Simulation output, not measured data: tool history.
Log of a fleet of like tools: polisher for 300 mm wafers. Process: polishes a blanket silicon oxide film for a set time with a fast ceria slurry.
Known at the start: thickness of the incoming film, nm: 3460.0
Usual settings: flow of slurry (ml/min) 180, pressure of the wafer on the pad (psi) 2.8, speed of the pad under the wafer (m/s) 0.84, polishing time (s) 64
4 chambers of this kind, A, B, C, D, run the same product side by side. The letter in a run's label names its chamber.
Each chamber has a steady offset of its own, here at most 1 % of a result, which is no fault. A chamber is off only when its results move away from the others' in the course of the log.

run	hour	flow of slurry (ml/min)	pressure of the wafer on the pad (psi)	speed of the pad under the wafer (m/s)	polishing time (s)	wafers polished on this pad	hours since the slurry nozzle was cleaned	hours since the head pressure was calibrated	film removed (Å)
# hour 1.4: chamber B: worn pad replaced by a new one
1B	12.3	180	2.8	0.84	64	79	63.9	1437	8557.2
2D	23.7	180	2.8	0.84	64	262	103.2	274.3	9024.3
3A	36.4	180	2.8	0.84	64	357	227.9	65.1	8640.8
4C	47.4	180	2.8	0.84	64	724	296.8	355.5	8710.6
5A	55.8	180	2.8	0.84	54	497	247.3	84.5	7432.2
# hour 65.6: chamber D: worn pad replaced by a new one
# hour 68.9: chamber A: worn pad replaced by a new one
6B	68.9	180	2.8	0.84	54	488	120.5	1493.6	7426.8
7D	74.7	180	2.8	0.84	54	65	154.2	325.3	7349.4
8C	85.4	180	2.8	0.84	54	998	334.8	393.5	7494.2
9C	92.7	180	2.8	0.84	64	1051	342.1	400.8	8921.1
10D	100.7	180	2.8	0.84	64	253	180.2	351.3	8964.7
11B	110.1	180	2.8	0.84	64	785	161.7	1534.8	8952.9
12A	122.8	180	2.8	0.84	64	390	314.3	151.5	8793.7
13B	131.2	180	2.8	0.84	64	938	182.8	1555.9	8932.4
14A	139.7	180	2.8	0.84	64	512	331.2	168.4	8674.3
# hour 144.5: chamber A: worn pad replaced by a new one
15D	145.4	180	2.8	0.84	64	576	224.9	396	8770
# hour 156.9: chamber C: worn pad replaced by a new one
16C	157.7	180	2.8	0.84	64	6	407.1	465.8	9019.5
# hour 168.2: chamber D: worn pad replaced by a new one
17D	170.3	180	2.8	0.84	64	15	249.8	420.9	8724.7
# hour 173.5: chamber C: head pressure recalibrated
# hour 173.5: chamber B: worn pad replaced by a new one
18C	176.6	180	2.8	0.84	64	142	426	3.2	9941.2
# hour 182.3: chamber C: slurry nozzle cleaned
19B	188.4	180	2.8	0.84	64	108	240	1613.1	8819
# hour 190.1: chamber B: head pressure recalibrated
20A	201.2	180	2.8	0.84	64	410	392.7	229.9	8902.2
# hour 204.3: chamber B: slurry nozzle cleaned
21A	209.6	180	2.8	0.84	64	470	401.1	238.3	8954.2
22C	220.4	180	2.8	0.84	64	459	38.1	47	10000
# hour 228.6: chamber A: worn pad replaced by a new one
23D	231	180	2.8	0.84	64	454	310.5	481.6	8814.7
24B	238.9	180	2.8	0.84	64	473	34.6	48.8	8776.5
25C	244.9	180	2.8	0.84	64	636	62.6	71.5	9848.9
26B	256.2	180	2.8	0.84	64	598	51.9	66.1	8986.6
# hour 258.6: chamber D: worn pad replaced by a new one
27D	264.7	180	2.8	0.84	64	44	344.2	515.3	8738.3
28A	272.8	180	2.8	0.84	64	319	464.3	301.5	8945.2
29A	279	180	2.8	0.84	64	364	470.5	307.7	8988.3
30C	291.4	180	2.8	0.84	64	972	109.1	118	9571.4
# hour 297.1: chamber D: head pressure recalibrated
31B	303.1	180	2.8	0.84	64	936	98.8	113	8774.9
32D	310.4	155	2.8	0.84	83	374	389.9	13.3	11173
33D	321.3	155	2.8	0.84	83	453	400.8	24.2	10903
34B	327.8	155	2.8	0.84	83	1115	123.5	137.7	11221

Next, every chamber runs the same settings. What will each give?
35A	337.2	180	2.8	0.98	64				?
35B	337.2	180	2.8	0.98	64				?
35C	337.2	180	2.8	0.98	64				?
35D	337.2	180	2.8	0.98	64				?

run	film removed (Å)
35A	10568
35B	10490
35C	11662
35D	10388
